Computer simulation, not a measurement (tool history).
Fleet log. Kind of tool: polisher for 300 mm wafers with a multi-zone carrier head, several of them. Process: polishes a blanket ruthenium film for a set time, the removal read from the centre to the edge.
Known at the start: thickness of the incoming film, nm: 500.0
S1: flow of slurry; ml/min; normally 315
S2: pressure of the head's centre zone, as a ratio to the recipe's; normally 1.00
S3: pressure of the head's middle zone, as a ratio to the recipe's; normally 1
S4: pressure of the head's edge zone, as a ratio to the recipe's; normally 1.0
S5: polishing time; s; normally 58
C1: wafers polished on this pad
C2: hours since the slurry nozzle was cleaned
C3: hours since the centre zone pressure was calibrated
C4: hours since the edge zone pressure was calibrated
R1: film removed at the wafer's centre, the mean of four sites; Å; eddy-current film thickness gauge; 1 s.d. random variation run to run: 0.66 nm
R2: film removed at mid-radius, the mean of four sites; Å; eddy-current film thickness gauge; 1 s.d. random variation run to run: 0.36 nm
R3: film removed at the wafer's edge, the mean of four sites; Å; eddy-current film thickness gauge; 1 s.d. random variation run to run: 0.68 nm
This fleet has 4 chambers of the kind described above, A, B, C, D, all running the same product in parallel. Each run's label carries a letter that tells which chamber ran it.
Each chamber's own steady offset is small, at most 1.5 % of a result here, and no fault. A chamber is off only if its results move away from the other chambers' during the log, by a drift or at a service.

-- hour=3.1 chamber A: worn pad replaced by a new one
run 1D hour=7.5 | S1=315 S2=1.00 S3=1 S4=1.0 S5=58 | C1=567 C2=310.5 C3=475.0 C4=244.4 | R1=536.65 R2=537.62 R3=543.02
run 2C hour=18.7 | S1=315 S2=1.00 S3=1 S4=1.0 S5=58 | C1=1133 C2=475.2 C3=347.5 C4=465.7 | R1=532.09 R2=533.84 R3=530.68
run 3B hour=28.2 | S1=315 S2=1.00 S3=1 S4=1.0 S5=58 | C1=651 C2=793.7 C3=81.8 C4=580.6 | R1=536.57 R2=529.82 R3=536.00
run 4A hour=41.0 | S1=315 S2=1.00 S3=1 S4=1.0 S5=58 | C1=435 C2=232.8 C3=365.7 C4=1250.3 | R1=543.13 R2=536.85 R3=538.68
-- hour=42.2 chamber C: worn pad replaced by a new one
run 5C hour=51.5 | S1=315 S2=1.00 S3=1 S4=1.0 S5=58 | C1=106 C2=508.0 C3=380.3 C4=498.5 | R1=540.07 R2=541.95 R3=526.79
-- hour=59.6 chamber D: worn pad replaced by a new one
-- hour=62.1 chamber A: centre zone pressure recalibrated
run 6B hour=64.4 | S1=315 S2=1.00 S3=1 S4=1.0 S5=58 | C1=1067 C2=829.9 C3=118.0 C4=616.8 | R1=529.15 R2=526.57 R3=530.83
-- hour=70.1 chamber A: worn pad replaced by a new one
run 7D hour=78.6 | S1=315 S2=1.00 S3=1 S4=1.0 S5=58 | C1=219 C2=381.6 C3=546.1 C4=315.5 | R1=541.19 R2=548.09 R3=554.02
-- hour=88.0 chamber A: slurry nozzle cleaned
run 8A hour=93.3 | S1=315 S2=1.00 S3=1 S4=1.0 S5=58 | C1=267 C2=5.3 C3=31.2 C4=1302.6 | R1=537.46 R2=539.90 R3=533.21
run 9D hour=107.8 | S1=315 S2=1.00 S3=1 S4=1.0 S5=58 | C1=554 C2=410.8 C3=575.3 C4=344.7 | R1=548.92 R2=545.39 R3=538.82
run 10A hour=117.6 | S1=315 S2=1.00 S3=1 S4=1.0 S5=58 | C1=546 C2=29.6 C3=55.5 C4=1326.9 | R1=529.09 R2=540.14 R3=536.96
run 11B hour=125.3 | S1=315 S2=1.00 S3=1 S4=1.0 S5=58 | C1=1766 C2=890.8 C3=178.9 C4=677.7 | R1=521.73 R2=505.58 R3=525.09
-- hour=133.7 chamber A: worn pad replaced by a new one
-- hour=137.6 chamber B: slurry nozzle cleaned
run 12C hour=140.6 | S1=315 S2=1.00 S3=1 S4=1.0 S5=58 | C1=1130 C2=597.1 C3=469.4 C4=587.6 | R1=526.36 R2=535.11 R3=535.23
-- hour=155.5 chamber C: worn pad replaced by a new one
run 13A hour=156.3 | S1=315 S2=1.00 S3=1 S4=1.0 S5=58 | C1=260 C2=68.3 C3=94.2 C4=1365.6 | R1=541.54 R2=547.09 R3=533.28
-- hour=159.8 chamber A: edge zone pressure recalibrated
-- hour=161.4 chamber B: edge zone pressure recalibrated
run 14C hour=171.7 | S1=315 S2=1.00 S3=1 S4=1.0 S5=58 | C1=186 C2=628.2 C3=500.5 C4=618.7 | R1=538.06 R2=533.18 R3=527.70
-- hour=177.4 chamber D: worn pad replaced by a new one
run 15B hour=184.2 | S1=315 S2=1.04 S3=1 S4=1.0 S5=58 | C1=2443 C2=46.7 C3=237.8 C4=22.9 | R1=535.98 R2=500.87 R3=515.38
run 16D hour=193.5 | S1=315 S2=1.04 S3=1 S4=1.0 S5=58 | C1=185 C2=496.5 C3=661.0 C4=430.4 | R1=556.56 R2=537.63 R3=530.83
-- hour=195.7 chamber C: slurry nozzle cleaned
run 17D hour=205.7 | S1=315 S2=1.04 S3=1 S4=1.0 S5=58 | C1=325 C2=508.7 C3=673.2 C4=442.6 | R1=546.20 R2=539.48 R3=530.37
-- hour=210.3 chamber A: worn pad replaced by a new one
-- hour=217.6 chamber C: centre zone pressure recalibrated
run 18A hour=220.5 | S1=315 S2=1.04 S3=1 S4=1.0 S5=58 | C1=117 C2=132.5 C3=158.4 C4=60.7 | R1=554.00 R2=537.36 R3=534.40
run 19C hour=235.3 | S1=315 S2=1.00 S3=1 S4=1.0 S5=58 | C1=916 C2=39.6 C3=17.7 C4=682.3 | R1=528.24 R2=541.07 R3=533.44
run 20B hour=245.4 | S1=315 S2=1.00 S3=1 S4=1.0 S5=58 | C1=3146 C2=107.9 C3=299.0 C4=84.1 | R1=497.29 R2=487.01 R3=487.22
run 21C hour=259.1 | S1=315 S2=1.00 S3=1 S4=0.9 S5=58 | C1=1190 C2=63.4 C3=41.5 C4=706.1 | R1=523.31 R2=533.71 R3=502.91
run 22B hour=269.3 | S1=315 S2=1.00 S3=1 S4=0.9 S5=58 | C1=3420 C2=131.8 C3=322.9 C4=108.0 | R1=485.54 R2=480.24 R3=469.35
-- hour=272.7 chamber D: worn pad replaced by a new one
run 23A hour=279.3 | S1=315 S2=1.00 S3=1 S4=0.9 S5=58 | C1=793 C2=191.3 C3=217.2 C4=119.5 | R1=532.84 R2=542.06 R3=499.24
run 24D hour=291.8 | S1=315 S2=1.00 S3=1 S4=0.9 S5=58 | C1=219 C2=594.8 C3=759.3 C4=528.7 | R1=531.63 R2=538.36 R3=508.63

What goes on in this fleet: one chamber off, a drifting gauge, or nothing beyond the chambers' own small offsets? Name the chamber and the cause, if any.

One chamber, B, drifts off from the rest bit by bit.
What lies behind it: removal rate lost through wear of the pad, % = 10.1.

Chamber B could run next with any of the 4 candidate recipes listed below; each alters the usual settings, and their results appear as question marks. Which one brings its results back in line with what the other chambers deliver on the usual settings?
To be in line, a result may differ from the other chambers' mean on the usual settings by at most: R1 23.00 Å; R2 13.00 Å; R3 24.00 Å
run 25B-1 hour=303.5 | S1=315 S2=1.00 S3=1.01 S4=0.99 S5=61 | R1=? R2=? R3=?
run 25B-2 hour=303.5 | S1=320 S2=1.00 S3=1.03 S4=0.99 S5=64 | R1=? R2=? R3=?
run 25B-3 hour=303.5 | S1=315 S2=1.00 S3=0.99 S4=1.01 S5=55 | R1=? R2=? R3=?
run 25B-4 hour=303.5 | S1=310 S2=1.00 S3=0.97 S4=1.01 S5=53 | R1=? R2=? R3=?

On the usual settings, the other chambers give on average: R1 536.13 Å; R2 539.63 Å; R3 534.07 Å
run=25B-1 R1=509.79 R2=507.16 R3=507.64
run=25B-2 R1=535.81 R2=542.49 R3=533.06
run=25B-3 R1=459.58 R2=449.03 R3=462.75
run=25B-4 R1=442.06 R2=424.11 R3=445.53
The right change is 25B-2: it brings the chamber back within the allowed miss of the others.
